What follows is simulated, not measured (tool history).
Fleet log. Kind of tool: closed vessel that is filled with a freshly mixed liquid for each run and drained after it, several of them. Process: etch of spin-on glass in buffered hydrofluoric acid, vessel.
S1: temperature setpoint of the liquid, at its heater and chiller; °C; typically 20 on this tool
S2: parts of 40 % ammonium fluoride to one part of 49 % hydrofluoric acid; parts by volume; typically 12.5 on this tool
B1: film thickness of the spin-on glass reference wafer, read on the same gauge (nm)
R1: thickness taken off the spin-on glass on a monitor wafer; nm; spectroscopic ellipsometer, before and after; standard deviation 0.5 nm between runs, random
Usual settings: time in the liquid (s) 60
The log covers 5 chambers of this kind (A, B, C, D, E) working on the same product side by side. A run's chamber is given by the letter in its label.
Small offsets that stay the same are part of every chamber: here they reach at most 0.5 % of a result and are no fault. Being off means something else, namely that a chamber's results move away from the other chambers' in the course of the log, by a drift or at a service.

run 1D hour=6.2 | S1=20 S2=12.5 time_in_the_liquid_(s)=60 | B1=39.990 | R1=75.056
run 2A hour=12.3 | S1=20 S2=12.5 time_in_the_liquid_(s)=60 | B1=39.993 | R1=73.926
run 3B hour=17.5 | S1=20 S2=12.5 time_in_the_liquid_(s)=60 | B1=40.006 | R1=73.852
run 4E hour=24.0 | S1=20 S2=12.5 time_in_the_liquid_(s)=60 | B1=40.041 | R1=73.415
run 5C hour=31.6 | S1=20 S2=12.5 time_in_the_liquid_(s)=60 | B1=40.027 | R1=73.586
run 6A hour=35.3 | S1=20 S2=12.5 time_in_the_liquid_(s)=60 | B1=40.005 | R1=73.857
run 7C hour=43.0 | S1=20 S2=12.5 time_in_the_liquid_(s)=60 | B1=39.994 | R1=73.560
run 8B hour=48.7 | S1=20 S2=12.5 time_in_the_liquid_(s)=60 | B1=40.059 | R1=73.939
run 9E hour=56.5 | S1=17 S2=15.0 time_in_the_liquid_(s)=60 | B1=40.031 | R1=52.029
run 10D hour=60.4 | S1=17 S2=15.0 time_in_the_liquid_(s)=60 | B1=39.997 | R1=52.986
run 11D hour=64.5 | S1=17 S2=15.0 time_in_the_liquid_(s)=60 | B1=40.040 | R1=53.343
run 12C hour=70.0 | S1=17 S2=15.0 time_in_the_liquid_(s)=60 | B1=39.959 | R1=52.602
run 13B hour=78.2 | S1=17 S2=15.0 time_in_the_liquid_(s)=60 | B1=39.957 | R1=51.881
run 14A hour=83.6 | S1=20 S2=12.5 time_in_the_liquid_(s)=60 | B1=39.979 | R1=73.411
run 15E hour=88.5 | S1=20 S2=12.5 time_in_the_liquid_(s)=60 | B1=39.997 | R1=74.144
run 16C hour=95.1 | S1=20 S2=12.5 time_in_the_liquid_(s)=60 | B1=40.016 | R1=75.503
run 17A hour=101.5 | S1=20 S2=12.5 time_in_the_liquid_(s)=60 | B1=39.965 | R1=74.326
run 18B hour=109.6 | S1=17 S2=12.5 time_in_the_liquid_(s)=30 | B1=39.968 | R1=31.480
run 19D hour=115.1 | S1=17 S2=12.5 time_in_the_liquid_(s)=30 | B1=40.018 | R1=31.203
run 20E hour=119.9 | S1=17 S2=12.5 time_in_the_liquid_(s)=30 | B1=39.983 | R1=30.931
run 21E hour=123.8 | S1=17 S2=12.5 time_in_the_liquid_(s)=30 | B1=39.998 | R1=30.604
run 22C hour=129.7 | S1=17 S2=12.5 time_in_the_liquid_(s)=30 | B1=40.056 | R1=31.165
run 23D hour=136.6 | S1=20 S2=12.5 time_in_the_liquid_(s)=60 | B1=39.984 | R1=74.504
run 24B hour=141.3 | S1=20 S2=12.5 time_in_the_liquid_(s)=60 | B1=40.029 | R1=73.681
-- hour=141.6 chamber D: thermometer replaced
-- hour=147.4 chamber D: hydrofluoric acid flow meter replaced
run 25A hour=147.5 | S1=20 S2=12.5 time_in_the_liquid_(s)=60 | B1=39.973 | R1=73.727
run 26A hour=153.7 | S1=20 S2=12.5 time_in_the_liquid_(s)=60 | B1=40.000 | R1=73.690
run 27D hour=157.6 | S1=20 S2=12.5 time_in_the_liquid_(s)=60 | B1=40.015 | R1=74.415
run 28E hour=162.9 | S1=20 S2=12.5 time_in_the_liquid_(s)=60 | B1=40.006 | R1=72.165
run 29C hour=168.6 | S1=20 S2=12.5 time_in_the_liquid_(s)=60 | B1=39.967 | R1=73.725
run 30B hour=177.1 | S1=20 S2=12.5 time_in_the_liquid_(s)=60 | B1=39.932 | R1=73.540
run 31A hour=184.0 | S1=20 S2=12.5 time_in_the_liquid_(s)=60 | B1=39.984 | R1=73.212
run 32E hour=192.0 | S1=20 S2=12.5 time_in_the_liquid_(s)=60 | B1=40.047 | R1=71.413
run 33D hour=199.7 | S1=20 S2=12.5 time_in_the_liquid_(s)=80 | B1=40.039 | R1=98.647
run 34C hour=207.5 | S1=20 S2=12.5 time_in_the_liquid_(s)=80 | B1=39.974 | R1=100.070
run 35B hour=213.3 | S1=20 S2=12.5 time_in_the_liquid_(s)=80 | B1=40.007 | R1=97.790
run 36A hour=217.1 | S1=20 S2=12.5 time_in_the_liquid_(s)=80 | B1=40.026 | R1=97.706
run 37D hour=223.2 | S1=20 S2=12.5 time_in_the_liquid_(s)=80 | B1=39.997 | R1=98.667
run 38B hour=231.0 | S1=20 S2=12.5 time_in_the_liquid_(s)=60 | B1=39.952 | R1=72.586
run 39E hour=237.5 | S1=20 S2=12.5 time_in_the_liquid_(s)=60 | B1=40.014 | R1=69.389
run 40C hour=245.2 | S1=20 S2=12.5 time_in_the_liquid_(s)=60 | B1=40.002 | R1=74.607
run 41B hour=253.4 | S1=20 S2=12.5 time_in_the_liquid_(s)=60 | B1=39.997 | R1=72.813
run 42E hour=258.1 | S1=20 S2=12.5 time_in_the_liquid_(s)=60 | B1=39.919 | R1=68.370
run 43C hour=262.2 | S1=20 S2=8.0 time_in_the_liquid_(s)=80 | B1=40.000 | R1=147.710

What goes on in this fleet: one chamber off, a drifting gauge, or nothing beyond the chambers' own small offsets? Name the chamber and the cause, if any.

It is chamber E that slowly wanders off from its peers.
Most likely cause: hydrofluoric acid flow below the setpoint (%) = 7.08.
It could be hard to tell apart here from: liquid colder than its thermometer reads (K).

Below are 4 candidate recipes for chamber E's next run, each the usual settings with a change, their results shown as question marks. Which of them brings E's results back in line with what the other chambers give on the usual settings?
In-line tolerance around the mean of the other chambers on the usual settings: R1 1.800 nm
run 44E-1 hour=268.3 | S1=20.0 S2=12.0 time_in_the_liquid_(s)=65 | R1=?
run 44E-2 hour=268.3 | S1=19.5 S2=13.0 time_in_the_liquid_(s)=60 | R1=?
run 44E-3 hour=268.3 | S1=20.0 S2=12.5 time_in_the_liquid_(s)=65 | R1=?
run 44E-4 hour=268.3 | S1=18.0 S2=12.5 time_in_the_liquid_(s)=60 | R1=?

Mean of the other chambers on the usual settings: R1 73.943 nm
run=44E-1 R1=77.593
run=44E-2 R1=64.422
run=44E-3 R1=74.594
run=44E-4 R1=61.404
44E-3 brings the chamber back in line.

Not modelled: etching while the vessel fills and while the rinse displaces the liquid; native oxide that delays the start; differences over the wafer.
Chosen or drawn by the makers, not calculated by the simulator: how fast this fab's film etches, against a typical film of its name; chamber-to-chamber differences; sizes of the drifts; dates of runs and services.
